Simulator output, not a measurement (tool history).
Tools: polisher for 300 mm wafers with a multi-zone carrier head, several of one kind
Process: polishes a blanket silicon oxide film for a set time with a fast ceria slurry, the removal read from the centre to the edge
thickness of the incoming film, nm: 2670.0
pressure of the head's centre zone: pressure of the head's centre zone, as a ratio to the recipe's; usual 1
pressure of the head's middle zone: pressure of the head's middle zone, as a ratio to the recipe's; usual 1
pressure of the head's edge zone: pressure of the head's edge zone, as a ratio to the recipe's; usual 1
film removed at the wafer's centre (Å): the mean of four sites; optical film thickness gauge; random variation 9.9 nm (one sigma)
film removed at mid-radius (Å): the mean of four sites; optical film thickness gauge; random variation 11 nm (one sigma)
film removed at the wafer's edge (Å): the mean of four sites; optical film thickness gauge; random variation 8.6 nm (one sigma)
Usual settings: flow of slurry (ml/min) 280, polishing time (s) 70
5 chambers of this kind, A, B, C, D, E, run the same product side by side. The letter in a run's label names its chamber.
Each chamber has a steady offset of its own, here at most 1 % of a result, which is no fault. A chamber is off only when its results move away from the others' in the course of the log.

run	day	flow of slurry (ml/min)	pressure of the head's centre zone	pressure of the head's middle zone	pressure of the head's edge zone	polishing time (s)	film removed at the wafer's centre (Å)	film removed at mid-radius (Å)	film removed at the wafer's edge (Å)
1C	0.442	280	1	1	1	70	10299	10340	10314
# day 0.508: chamber A: worn pad replaced by a new one
# day 0.742: chamber E: worn pad replaced by a new one
2A	0.871	280	1	1	1	70	10249	9978.9	10221
3E	1.133	280	1	1	1	70	10292	10263	10225
4B	1.425	280	1	1	1	70	10327	10078	10299
5D	1.821	280	1	1	1	70	10082	10196	10256
# day 2.192: chamber B: worn pad replaced by a new one
6D	2.271	280	1	1	1.06	70	10341	10175	10637
# day 2.408: chamber E: centre zone pressure recalibrated
7C	2.712	280	1	1	1.06	70	10035	10402	10595
8E	3.038	280	1	1	1.06	70	10267	10114	10492
# day 3.242: chamber C: worn pad replaced by a new one
# day 3.308: chamber D: worn pad replaced by a new one
9B	3.329	280	1	1	1.06	70	10239	10434	10505
10A	3.683	280	1	1	1.06	70	10470	10247	10341
11D	4.038	280	1	1	1	70	10269	10121	10201
12A	4.492	280	1	1	1	70	10318	10272	10091
13B	4.7	280	1	1	1	70	10317	10087	10254
# day 4.821: chamber D: slurry nozzle cleaned
# day 4.888: chamber B: slurry nozzle cleaned
14E	4.921	280	1	1	1.08	54	7882	7811	8140.3
15C	5.192	280	1	1	1.08	54	7890.1	7883.6	8235.7
# day 5.408: chamber B: worn pad replaced by a new one
16E	5.604	280	1	1	1.08	54	7998.7	7757.3	8068.8
# day 5.692: chamber A: slurry nozzle cleaned
17B	6.017	280	1	1	1.08	54	7849.7	7942	8217.7
# day 6.329: chamber E: worn pad replaced by a new one
18C	6.354	280	1	1	1.08	54	7863.2	7830.7	8244.4
# day 6.442: chamber A: worn pad replaced by a new one
19A	6.583	280	1	1	1	70	10205	10391	10228
20D	6.846	280	1	1	1	70	10113	10130	10304
# day 6.996: chamber D: worn pad replaced by a new one
21A	7.125	280	1	1	1	70	10050	10234	10111
22C	7.538	210	1	1	1	88	12176	12478	12751
23E	7.875	210	1	1	1	88	12236	12409	12340
24B	8.158	210	1	1	1	88	12529	12635	12601
25D	8.579	210	1	1	1	88	12353	12555	12715
# day 8.654: chamber B: worn pad replaced by a new one
26B	8.788	210	1	1	1	88	12437	12629	12790
27A	9.058	280	1	1	1	70	10309	10373	10223
28E	9.496	280	1	1	1	70	10225	10115	10117
29C	9.725	280	1.05	1	0.95	70	10804	10220	10044
30D	10.029	280	1.05	1	0.95	70	11061	10270	10012
31B	10.467	280	1.05	1	0.95	70	10803	10127	10083
# day 10.583: chamber D: worn pad replaced by a new one
32C	10.758	280	1.05	1	0.95	70	10831	10267	9826.6
# day 11.088: chamber C: worn pad replaced by a new one
33A	11.133	280	1.05	1	0.95	70	10702	10083	9794.6
# day 11.371: chamber E: worn pad replaced by a new one
34E	11.567	280	1.05	1	1.11	70	10674	10219	10899
# day 11.7: chamber A: worn pad replaced by a new one
35D	11.908	280	1.05	1	1.11	70	10914	10209	10872
36D	12.192	280	1.05	1	1.11	70	10729	10238	10810
# day 12.412: chamber A: centre zone pressure recalibrated
# day 12.458: chamber E: slurry nozzle cleaned
# day 12.592: chamber B: worn pad replaced by a new one
37C	12.658	280	1.05	1	1.11	70	10685	10016	10957
38E	13.083	280	1.05	1	1.11	70	10864	10248	10835
39B	13.283	280	1	1	1	70	10251	10029	10325
40A	13.533	280	1	1	1	70	10199	10463	10082
41E	13.742	280	1	1	1	70	10173	10386	10218
42A	14.142	280	1	1	1	70	10288	10106	10132
43C	14.442	280	1	1	1	70	10432	10297	10178

Is one chamber off against the others, does the gauge drift, or is nothing wrong? If a chamber is off, say which, and what the likeliest cause is.

No chamber stands off beyond its own small offset, and the gauge holds steady.
